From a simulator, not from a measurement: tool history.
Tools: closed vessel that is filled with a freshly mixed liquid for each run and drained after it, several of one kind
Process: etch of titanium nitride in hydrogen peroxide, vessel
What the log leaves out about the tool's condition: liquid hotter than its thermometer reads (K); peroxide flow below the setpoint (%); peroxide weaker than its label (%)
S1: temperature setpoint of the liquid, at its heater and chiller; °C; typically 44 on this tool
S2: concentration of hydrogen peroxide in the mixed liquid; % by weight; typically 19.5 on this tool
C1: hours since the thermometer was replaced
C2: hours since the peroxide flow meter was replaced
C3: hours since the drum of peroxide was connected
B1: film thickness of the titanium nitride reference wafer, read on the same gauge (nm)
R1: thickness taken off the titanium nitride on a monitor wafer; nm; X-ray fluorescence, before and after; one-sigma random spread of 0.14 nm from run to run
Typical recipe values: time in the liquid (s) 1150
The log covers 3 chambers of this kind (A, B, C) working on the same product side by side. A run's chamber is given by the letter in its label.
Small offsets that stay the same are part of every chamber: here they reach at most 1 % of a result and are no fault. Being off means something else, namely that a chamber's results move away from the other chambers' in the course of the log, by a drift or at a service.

Run 1A, day 0.183: usual settings; C1 1419; C2 599.4; C3 875.5; B1 119.98. Result: R1 18.478 nm.
Run 2C, day 0.388: usual settings; C1 756; C2 217.7; C3 71.7; B1 120. Result: R1 18.19 nm.
Run 3B, day 0.529: usual settings; C1 626.2; C2 190; C3 87.8; B1 120.01. Result: R1 17.987 nm.
Run 4B, day 0.621: usual settings; C1 628.4; C2 192.2; C3 90; B1 120. Result: R1 18.442 nm.
Run 5C, day 0.717: usual settings but S2 25 % by weight; C1 763.9; C2 225.6; C3 79.6; B1 120.02. Result: R1 19.503 nm.
Run 6A, day 0.846: usual settings but S2 25 % by weight; C1 1434.9; C2 615.3; C3 891.4; B1 120.01. Result: R1 19.378 nm.
Run 7B, day 1.038: usual settings but S2 25 % by weight; C1 638.4; C2 202.2; C3 100; B1 120.01. Result: R1 19.273 nm.
Run 8C, day 1.212: usual settings; C1 775.8; C2 237.5; C3 91.5; B1 119.98. Result: R1 18.126 nm.
Run 9A, day 1.325: usual settings; C1 1446.4; C2 626.8; C3 902.9; B1 119.99. Result: R1 18.268 nm.
Run 10B, day 1.5: usual settings but S2 15 % by weight; C1 649.5; C2 213.3; C3 111.1; B1 120.01. Result: R1 17.451 nm.
Run 11C, day 1.633: usual settings but S2 15 % by weight; C1 785.9; C2 247.6; C3 101.6; B1 120.02. Result: R1 17.032 nm.
Run 12A, day 1.738: usual settings but S2 15 % by weight; C1 1456.3; C2 636.7; C3 912.8; B1 120. Result: R1 17.548 nm.
Run 13A, day 1.938: usual settings; C1 1461.1; C2 641.5; C3 917.6; B1 120. Result: R1 18.694 nm.
Run 14B, day 2.033: usual settings; C1 662.3; C2 226.1; C3 123.9; B1 120. Result: R1 18.688 nm.
Run 15C, day 2.238: usual settings; C1 800.4; C2 262.1; C3 116.1; B1 119.98. Result: R1 18.156 nm.
Run 16C, day 2.388: usual settings but S1 35 °C, S2 17.5 % by weight; C1 804; C2 265.7; C3 119.7; B1 119.99. Result: R1 8.8946 nm.
Run 17A, day 2.533: usual settings but S1 35 °C, S2 17.5 % by weight; C1 1475.4; C2 655.8; C3 931.9; B1 119.99. Result: R1 8.9045 nm.
Run 18B, day 2.704: usual settings but S1 35 °C, S2 17.5 % by weight; C1 678.4; C2 242.2; C3 140; B1 119.99. Result: R1 9.486 nm.
Run 19A, day 2.854: usual settings; C1 1483.1; C2 663.5; C3 939.6; B1 119.99. Result: R1 18.349 nm.
Run 20C, day 2.958: usual settings; C1 817.7; C2 279.4; C3 133.4; B1 120. Result: R1 18.376 nm.
Run 21B, day 3.133: usual settings; C1 688.7; C2 252.5; C3 150.3; B1 120. Result: R1 19.683 nm.
Run 22B, day 3.229: usual settings; C1 691; C2 254.8; C3 152.6; B1 120.01. Result: R1 19.697 nm.
Run 23C, day 3.417: usual settings; C1 828.7; C2 290.4; C3 144.4; B1 119.99. Result: R1 18.515 nm.
Run 24A, day 3.575: usual settings; C1 1500.4; C2 680.8; C3 956.9; B1 120. Result: R1 18.47 nm.

Predict what each chamber gives when all 3 of them run the settings below next.
Run 25A, day 3.729: usual settings. Result: R1 ?.
Run 25B, day 3.729: usual settings. Result: R1 ?.
Run 25C, day 3.729: usual settings. Result: R1 ?.

run      R1
25A  18.432
25B   20.47
25C  18.348
